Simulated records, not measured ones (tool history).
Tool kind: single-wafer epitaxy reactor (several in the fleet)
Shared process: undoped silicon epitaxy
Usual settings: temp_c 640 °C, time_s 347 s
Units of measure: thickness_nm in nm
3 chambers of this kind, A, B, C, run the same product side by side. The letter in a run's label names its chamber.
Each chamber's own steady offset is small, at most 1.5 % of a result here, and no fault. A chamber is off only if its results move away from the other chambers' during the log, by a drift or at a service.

run,hour,temp_c,time_s,"read-back reference wafer on the same gauge, thickness_nm",thickness_nm
1A,4.2,640,347,43.795,47.211
2C,10.6,640,347,43.818,47.223
3B,16.6,640,347,43.793,47.103
4C,22.1,640,347,43.851,47.553
5B,26.7,640,347,43.801,47.451
6A,32,640,347,43.814,47.46
7B,37.5,640,347,43.798,47.331
8C,43.3,640,347,43.78,46.856
9A,48.9,640,347,43.796,46.968
# hour 50.4: chamber A: pyrometer calibrated
10B,55.3,640,347,43.759,47.248
11A,60.5,653,292,43.819,49.272
12C,64.6,653,292,43.817,52.628
13A,67.8,653,292,43.846,49.656
14C,71,640,347,43.808,47.379
15B,76.8,640,347,43.841,47.505
16A,81.1,640,347,43.778,44.25
17C,86,640,347,43.795,47.23
18B,90.9,640,347,43.778,47.019
19A,95.8,640,347,43.769,44.274
20C,101.5,640,347,43.867,46.919
21B,105.9,640,347,43.816,47.026
22C,109,640,347,43.841,47.475
23A,115,640,347,43.825,44.13
24B,119.5,640,347,43.786,47.696
25C,123.3,640,347,43.769,46.865
26B,126.8,640,347,43.738,47.563
27A,132.1,640,347,43.793,44.403
28B,135.8,640,347,43.801,47.215
29C,140.5,640,347,43.88,47.23
30A,144.9,654,283,43.78,49.008
31B,149.8,654,283,43.756,51.81

Has any chamber moved away from the others, gradually or after a service, or does the common gauge drift, or do the chambers differ only by their own small steady offsets? State the chamber and the most likely cause if one applies.

Chamber A has stood off from the others ever since a service on it.
Likeliest cause: wafer temperature below the value expected at the setpoint (K) = 2.81.

Chamber A could run next with any of the 4 candidate recipes listed below; each alters the usual settings, and their results appear as question marks. Which one brings its results back in line with what the other chambers deliver on the usual settings?
Counts as in line when no further than this from what the other chambers average on the usual settings: thickness_nm 0.9 nm
32A-1,154.4,640,401,,?
32A-2,154.4,635,334,,?
32A-3,154.4,637,347,,?
32A-4,154.4,642,353,,?

Other chambers, usual settings, mean: thickness_nm 47.232 nm
run,thickness_nm
32A-1,51.012
32A-2,37.937
32A-3,41.248
32A-4,46.972
32A-4 is the one that brings the chamber's results back in line with the other chambers.

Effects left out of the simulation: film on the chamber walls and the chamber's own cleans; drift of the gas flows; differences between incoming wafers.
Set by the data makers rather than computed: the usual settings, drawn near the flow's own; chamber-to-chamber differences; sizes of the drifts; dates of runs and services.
